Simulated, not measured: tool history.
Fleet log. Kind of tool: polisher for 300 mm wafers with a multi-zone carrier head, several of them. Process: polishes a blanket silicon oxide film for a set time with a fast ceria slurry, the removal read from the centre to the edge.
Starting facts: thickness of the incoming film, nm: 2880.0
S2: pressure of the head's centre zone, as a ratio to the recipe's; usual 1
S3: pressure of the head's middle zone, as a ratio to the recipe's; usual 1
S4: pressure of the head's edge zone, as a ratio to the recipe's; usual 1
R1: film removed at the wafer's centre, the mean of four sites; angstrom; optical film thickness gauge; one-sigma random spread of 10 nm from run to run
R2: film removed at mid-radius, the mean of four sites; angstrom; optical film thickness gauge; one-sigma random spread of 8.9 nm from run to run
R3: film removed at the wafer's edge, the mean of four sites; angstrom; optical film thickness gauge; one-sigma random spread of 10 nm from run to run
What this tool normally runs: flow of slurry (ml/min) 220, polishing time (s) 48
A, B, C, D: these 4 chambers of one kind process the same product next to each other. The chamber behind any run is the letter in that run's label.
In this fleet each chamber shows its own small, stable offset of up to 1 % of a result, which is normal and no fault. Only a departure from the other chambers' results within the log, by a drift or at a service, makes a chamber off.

Run 1C, hour 7.3: usual settings. Result: R1 11910 angstrom, R2 11909 angstrom, R3 12023 angstrom.
At hour 17.9: chamber D: edge zone pressure recalibrated.
Run 2D, hour 18.3: usual settings. Result: R1 11866 angstrom, R2 11694 angstrom, R3 12234 angstrom.
Run 3A, hour 26.8: usual settings. Result: R1 11979 angstrom, R2 11886 angstrom, R3 12203 angstrom.
At hour 31.1: chamber A: worn pad replaced by a new one.
Run 4B, hour 33.9: usual settings. Result: R1 12038 angstrom, R2 12127 angstrom, R3 11995 angstrom.
At hour 36.3: chamber C: worn pad replaced by a new one.
Run 5C, hour 42.9: usual settings. Result: R1 12197 angstrom, R2 12083 angstrom, R3 12036 angstrom.
At hour 51.8: chamber D: centre zone pressure recalibrated.
Run 6D, hour 55.4: usual settings. Result: R1 11823 angstrom, R2 11815 angstrom, R3 12068 angstrom.
Run 7B, hour 61.6: usual settings. Result: R1 11955 angstrom, R2 11939 angstrom, R3 12113 angstrom.
Run 8A, hour 69.6: usual settings but flow of slurry (ml/min) 275, S4 1.11. Result: R1 12517 angstrom, R2 12252 angstrom, R3 13295 angstrom.
Run 9A, hour 81.7: usual settings but flow of slurry (ml/min) 275, S4 1.11. Result: R1 12529 angstrom, R2 12246 angstrom, R3 13050 angstrom.
Run 10D, hour 88.7: usual settings but flow of slurry (ml/min) 275, S4 1.11. Result: R1 12225 angstrom, R2 11854 angstrom, R3 12816 angstrom.
At hour 88.9: chamber B: worn pad replaced by a new one.
Run 11B, hour 98.8: usual settings but flow of slurry (ml/min) 275, S4 1.11. Result: R1 12343 angstrom, R2 12371 angstrom, R3 13112 angstrom.
Run 12C, hour 105.7: usual settings. Result: R1 11981 angstrom, R2 12028 angstrom, R3 12107 angstrom.
At hour 108.4: chamber C: edge zone pressure recalibrated.
Run 13D, hour 118.3: usual settings. Result: R1 11524 angstrom, R2 11621 angstrom, R3 11991 angstrom.
Run 14C, hour 130.2: usual settings. Result: R1 12125 angstrom, R2 12284 angstrom, R3 12106 angstrom.
At hour 139.2: chamber B: centre zone pressure recalibrated.
Run 15A, hour 139.4: usual settings. Result: R1 12249 angstrom, R2 11989 angstrom, R3 12091 angstrom.
Run 16B, hour 148.5: usual settings. Result: R1 12081 angstrom, R2 11992 angstrom, R3 12085 angstrom.
At hour 152.9: chamber C: worn pad replaced by a new one.
Run 17D, hour 161.1: usual settings. Result: R1 11508 angstrom, R2 11301 angstrom, R3 11533 angstrom.
At hour 166.9: chamber C: slurry nozzle cleaned.
Run 18B, hour 169.9: usual settings. Result: R1 11815 angstrom, R2 11941 angstrom, R3 12026 angstrom.
Run 19C, hour 181.7: usual settings. Result: R1 12055 angstrom, R2 12082 angstrom, R3 12042 angstrom.
At hour 182.1: chamber B: worn pad replaced by a new one.
Run 20A, hour 187.9: usual settings but S3 0.93, polishing time (s) 56. Result: R1 14100 angstrom, R2 13070 angstrom, R3 14307 angstrom.
Run 21D, hour 199.4: usual settings but S3 0.93, polishing time (s) 56. Result: R1 13052 angstrom, R2 12285 angstrom, R3 13262 angstrom.
Run 22A, hour 209.4: usual settings but S3 0.93, polishing time (s) 56. Result: R1 13939 angstrom, R2 13149 angstrom, R3 14249 angstrom.
Run 23C, hour 219.8: usual settings but S3 0.93, polishing time (s) 56. Result: R1 14061 angstrom, R2 13367 angstrom, R3 14099 angstrom.
Run 24B, hour 231.3: usual settings. Result: R1 12001 angstrom, R2 12115 angstrom, R3 11783 angstrom.
Run 25A, hour 239: usual settings. Result: R1 11877 angstrom, R2 11890 angstrom, R3 12070 angstrom.
Run 26D, hour 249.4: usual settings but flow of slurry (ml/min) 265. Result: R1 11114 angstrom, R2 11294 angstrom, R3 11394 angstrom.

All chambers now run identical settings, listed one chamber a line with results as question marks. What results will each chamber show?
Run 27A, hour 259.5: usual settings but S4 1.1. Result: R1 ?, R2 ?, R3 ?.
Run 27B, hour 259.5: usual settings but S4 1.1. Result: R1 ?, R2 ?, R3 ?.
Run 27C, hour 259.5: usual settings but S4 1.1. Result: R1 ?, R2 ?, R3 ?.
Run 27D, hour 259.5: usual settings but S4 1.1. Result: R1 ?, R2 ?, R3 ?.

run     R1     R2     R3
27A  12230  12120  12644
27B  11819  11993  12582
27C  11897  12065  12685
27D  11083  11026  11744

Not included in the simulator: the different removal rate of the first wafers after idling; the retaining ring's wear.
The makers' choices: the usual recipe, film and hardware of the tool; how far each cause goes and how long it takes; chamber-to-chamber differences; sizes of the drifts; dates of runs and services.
